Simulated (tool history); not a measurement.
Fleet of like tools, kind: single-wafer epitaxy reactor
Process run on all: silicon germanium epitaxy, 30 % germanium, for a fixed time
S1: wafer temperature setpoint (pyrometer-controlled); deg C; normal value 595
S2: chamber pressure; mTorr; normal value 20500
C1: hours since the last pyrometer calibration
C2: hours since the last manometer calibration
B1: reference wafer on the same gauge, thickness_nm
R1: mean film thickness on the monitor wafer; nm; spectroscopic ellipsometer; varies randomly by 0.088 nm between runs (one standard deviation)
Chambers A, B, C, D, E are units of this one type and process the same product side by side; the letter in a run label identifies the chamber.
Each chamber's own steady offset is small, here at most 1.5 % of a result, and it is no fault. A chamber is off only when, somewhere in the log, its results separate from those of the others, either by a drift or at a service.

run 1D hour=4.4 | S1=595 S2=20500 | C1=291.5 C2=1876.2 | B1=59.49 | R1=53.562
run 2C hour=10.1 | S1=595 S2=20500 | C1=1501.1 C2=1944.4 | B1=59.48 | R1=54.798
run 3A hour=13.5 | S1=595 S2=20500 | C1=1774.3 C2=2270 | B1=59.478 | R1=54.438
run 4E hour=19.5 | S1=595 S2=20500 | C1=1801.2 C2=1916.3 | B1=59.474 | R1=54.518
run 5B hour=25.1 | S1=595 S2=20500 | C1=336.7 C2=615.8 | B1=59.465 | R1=54.462
run 6C hour=29.6 | S1=595 S2=20500 | C1=1520.6 C2=1963.9 | B1=59.445 | R1=54.549
run 7A hour=34.9 | S1=595 S2=20500 | C1=1795.7 C2=2291.4 | B1=59.446 | R1=54.146
run 8D hour=38.3 | S1=587 S2=20500 | C1=325.4 C2=1910.1 | B1=59.423 | R1=46.206
run 9B hour=42.7 | S1=587 S2=20500 | C1=354.3 C2=633.4 | B1=59.422 | R1=46.849
run 10E hour=48.5 | S1=587 S2=20500 | C1=1830.2 C2=1945.3 | B1=59.401 | R1=46.977
run 11E hour=52.8 | S1=587 S2=20500 | C1=1834.5 C2=1949.6 | B1=59.391 | R1=46.973
run 12D hour=57.2 | S1=587 S2=20500 | C1=344.3 C2=1929 | B1=59.394 | R1=46.149
run 13B hour=62.7 | S1=595 S2=20500 | C1=374.3 C2=653.4 | B1=59.397 | R1=54.321
run 14A hour=66.7 | S1=595 S2=20500 | C1=1827.5 C2=2323.2 | B1=59.373 | R1=54.196
run 15C hour=70.2 | S1=595 S2=20500 | C1=1561.2 C2=2004.5 | B1=59.359 | R1=54.617
run 16B hour=75.5 | S1=595 S2=20500 | C1=387.1 C2=666.2 | B1=59.354 | R1=54.386
run 17A hour=79.5 | S1=595 S2=20500 | C1=1840.3 C2=2336 | B1=59.364 | R1=54.036
run 18C hour=82.8 | S1=595 S2=20500 | C1=1573.8 C2=2017.1 | B1=59.345 | R1=54.44
run 19E hour=88.7 | S1=586 S2=20500 | C1=1870.4 C2=1985.5 | B1=59.333 | R1=46.151
run 20D hour=94.5 | S1=586 S2=20500 | C1=381.6 C2=1966.3 | B1=59.334 | R1=45.199
run 21D hour=100.4 | S1=586 S2=20500 | C1=387.5 C2=1972.2 | B1=59.317 | R1=45.182
run 22E hour=104 | S1=586 S2=20500 | C1=1885.7 C2=2000.8 | B1=59.311 | R1=45.912
run 23C hour=108.4 | S1=586 S2=20500 | C1=1599.4 C2=2042.7 | B1=59.297 | R1=46.163
run 24A hour=111.4 | S1=595 S2=20500 | C1=1872.2 C2=2367.9 | B1=59.267 | R1=53.969
run 25B hour=117.4 | S1=595 S2=20500 | C1=429 C2=708.1 | B1=59.303 | R1=54.127
run 26C hour=123.5 | S1=595 S2=20500 | C1=1614.5 C2=2057.8 | B1=59.278 | R1=54.494
run 27A hour=129.9 | S1=595 S2=20500 | C1=1890.7 C2=2386.4 | B1=59.249 | R1=54.2
run 28B hour=135.6 | S1=595 S2=20500 | C1=447.2 C2=726.3 | B1=59.247 | R1=54.172
run 29D hour=141.6 | S1=595 S2=20500 | C1=428.7 C2=2013.4 | B1=59.232 | R1=53.501
run 30E hour=146.7 | S1=595 S2=20500 | C1=1928.4 C2=2043.5 | B1=59.226 | R1=54.32
run 31C hour=149.8 | S1=595 S2=17700 | C1=1640.8 C2=2084.1 | B1=59.189 | R1=51.261
run 32D hour=155.9 | S1=595 S2=17700 | C1=443 C2=2027.7 | B1=59.205 | R1=50.368
run 33E hour=161.3 | S1=595 S2=17700 | C1=1943 C2=2058.1 | B1=59.188 | R1=51.415
run 34A hour=164.6 | S1=595 S2=17700 | C1=1925.4 C2=2421.1 | B1=59.199 | R1=50.95
run 35B hour=169.7 | S1=595 S2=17700 | C1=481.3 C2=760.4 | B1=59.188 | R1=50.929
run 36D hour=172.6 | S1=595 S2=20500 | C1=459.7 C2=2044.4 | B1=59.191 | R1=53.304
run 37B hour=176.1 | S1=595 S2=20500 | C1=487.7 C2=766.8 | B1=59.161 | R1=54.13
run 38E hour=181.7 | S1=595 S2=20500 | C1=1963.4 C2=2078.5 | B1=59.176 | R1=54.307
run 39A hour=185.2 | S1=595 S2=20500 | C1=1946 C2=2441.7 | B1=59.15 | R1=53.88
run 40C hour=191.6 | S1=595 S2=20500 | C1=1682.6 C2=2125.9 | B1=59.119 | R1=54.455
run 41A hour=194.6 | S1=595 S2=20500 | C1=1955.4 C2=2451.1 | B1=59.15 | R1=53.934
run 42C hour=197.8 | S1=595 S2=20500 | C1=1688.8 C2=2132.1 | B1=59.113 | R1=54.364
run 43E hour=204.1 | S1=595 S2=20500 | C1=1985.8 C2=2100.9 | B1=59.106 | R1=54.368

Next, every chamber runs the same settings. What will each give?
run 44A hour=208.9 | S1=582 S2=20500 | R1=?
run 44B hour=208.9 | S1=582 S2=20500 | R1=?
run 44C hour=208.9 | S1=582 S2=20500 | R1=?
run 44D hour=208.9 | S1=582 S2=20500 | R1=?
run 44E hour=208.9 | S1=582 S2=20500 | R1=?

run=44A R1=42
run=44B R1=42.45
run=44C R1=42.668
run=44D R1=41.803
run=44E R1=42.438
